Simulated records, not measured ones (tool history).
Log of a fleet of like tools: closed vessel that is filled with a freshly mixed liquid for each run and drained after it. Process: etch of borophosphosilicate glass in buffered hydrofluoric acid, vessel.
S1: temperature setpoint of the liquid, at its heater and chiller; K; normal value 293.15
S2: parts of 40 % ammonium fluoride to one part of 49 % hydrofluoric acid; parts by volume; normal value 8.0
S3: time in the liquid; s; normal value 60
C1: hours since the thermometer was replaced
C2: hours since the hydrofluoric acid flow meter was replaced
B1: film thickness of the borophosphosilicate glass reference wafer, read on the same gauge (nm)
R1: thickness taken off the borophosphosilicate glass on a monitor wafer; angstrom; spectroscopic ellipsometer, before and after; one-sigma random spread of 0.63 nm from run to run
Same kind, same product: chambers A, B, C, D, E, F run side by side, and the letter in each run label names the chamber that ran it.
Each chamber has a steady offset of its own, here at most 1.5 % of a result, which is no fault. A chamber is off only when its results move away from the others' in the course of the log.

| run | hour | S1 | S2 | S3 | C1 | C2 | B1 | R1 |
|---|---|---|---|---|---|---|---|---|
| 1A | 13.3 | 293.15 | 8.0 | 60 | 483.5 | 898.5 | 140.01 | 746.83 |
| 2D | 24.8 | 293.15 | 8.0 | 60 | 1146.7 | 804.1 | 140.00 | 746.86 |
| 3C | 34.6 | 293.15 | 8.0 | 60 | 1448.2 | 568.7 | 139.99 | 745.11 |
| 4F | 44.6 | 293.15 | 8.0 | 60 | 1690.2 | 1238.5 | 139.99 | 754.97 |
| 5E | 52.7 | 293.15 | 8.0 | 60 | 1946.3 | 673.6 | 140.01 | 738.89 |
| 6B | 64.4 | 293.15 | 8.0 | 60 | 1024.6 | 166.3 | 139.99 | 751.58 |
| 7B | 72.6 | 293.15 | 8.0 | 60 | 1032.8 | 174.5 | 140.00 | 748.31 |
| 8E | 86.5 | 293.15 | 8.0 | 60 | 1980.1 | 707.4 | 139.99 | 750.35 |
| 9C | 93.7 | 293.15 | 10.5 | 60 | 1507.3 | 627.8 | 139.98 | 585.61 |
| 10D | 105.5 | 293.15 | 10.5 | 60 | 1227.4 | 884.8 | 139.98 | 583.97 |
| 11F | 113.4 | 293.15 | 10.5 | 60 | 1759.0 | 1307.3 | 140.02 | 584.06 |
|  | 115.2 | chamber F: hydrofluoric acid flow meter replaced |
| 12A | 127.9 | 293.15 | 10.5 | 60 | 598.1 | 1013.1 | 139.99 | 589.09 |
| 13B | 136.1 | 293.15 | 10.5 | 60 | 1096.3 | 238.0 | 139.98 | 594.56 |
| 14D | 145.8 | 293.15 | 10.5 | 60 | 1267.7 | 925.1 | 139.99 | 596.21 |
| 15A | 156.2 | 293.15 | 8.0 | 60 | 626.4 | 1041.4 | 139.99 | 748.01 |
|  | 165.2 | chamber D: thermometer replaced |
| 16E | 171.0 | 293.15 | 8.0 | 60 | 2064.6 | 791.9 | 139.98 | 746.27 |
| 17F | 177.7 | 293.15 | 8.0 | 60 | 1823.3 | 62.5 | 140.02 | 757.70 |
| 18C | 185.2 | 293.15 | 8.0 | 60 | 1598.8 | 719.3 | 140.00 | 741.76 |
| 19D | 197.8 | 293.15 | 8.0 | 60 | 32.7 | 977.1 | 140.00 | 746.86 |
| 20F | 206.0 | 297.65 | 8.0 | 60 | 1851.6 | 90.8 | 139.99 | 976.60 |
| 21E | 221.0 | 297.65 | 8.0 | 60 | 2114.6 | 841.9 | 139.99 | 946.06 |
| 22B | 232.6 | 297.65 | 8.0 | 60 | 1192.8 | 334.5 | 139.99 | 956.91 |
| 23C | 243.4 | 297.65 | 8.0 | 60 | 1657.0 | 777.5 | 140.02 | 937.86 |
| 24A | 253.6 | 297.65 | 8.0 | 60 | 723.8 | 1138.8 | 140.02 | 961.17 |
| 25B | 261.2 | 297.65 | 8.0 | 60 | 1221.4 | 363.1 | 140.00 | 972.36 |
| 26F | 271.3 | 293.15 | 8.0 | 60 | 1916.9 | 156.1 | 140.00 | 757.10 |
|  | 272.4 | chamber E: hydrofluoric acid flow meter replaced |
| 27C | 279.8 | 293.15 | 8.0 | 40 | 1693.4 | 813.9 | 140.01 | 493.60 |
| 28A | 287.6 | 293.15 | 8.0 | 40 | 757.8 | 1172.8 | 140.01 | 491.44 |
| 29D | 301.2 | 293.15 | 8.0 | 40 | 136.1 | 1080.5 | 140.02 | 502.33 |
| 30E | 312.0 | 293.15 | 8.0 | 40 | 2205.6 | 39.6 | 139.99 | 496.88 |
| 31D | 322.4 | 293.15 | 8.0 | 40 | 157.3 | 1101.7 | 140.03 | 500.47 |
| 32A | 335.8 | 293.15 | 8.0 | 40 | 806.0 | 1221.0 | 139.99 | 506.97 |
|  | 342.1 | chamber C: hydrofluoric acid flow meter replaced |
| 33C | 350.6 | 293.15 | 8.0 | 60 | 1764.2 | 8.6 | 140.03 | 742.82 |
| 34F | 358.8 | 293.15 | 8.0 | 60 | 2004.4 | 243.6 | 139.99 | 749.94 |
| 35E | 365.6 | 293.15 | 8.0 | 60 | 2259.2 | 93.2 | 140.01 | 744.47 |
| 36B | 372.3 | 293.15 | 8.0 | 60 | 1332.5 | 474.2 | 139.98 | 749.65 |
| 37E | 381.7 | 296.65 | 8.0 | 90 | 2275.3 | 109.3 | 140.00 | 1326.20 |

One chamber off, gauge drift, or nothing amiss beyond the chambers' own small offsets? If it is a chamber, which one, and what is the likeliest cause?

The fleet is healthy, with each chamber sitting at its usual small offset and no drift in the gauge.
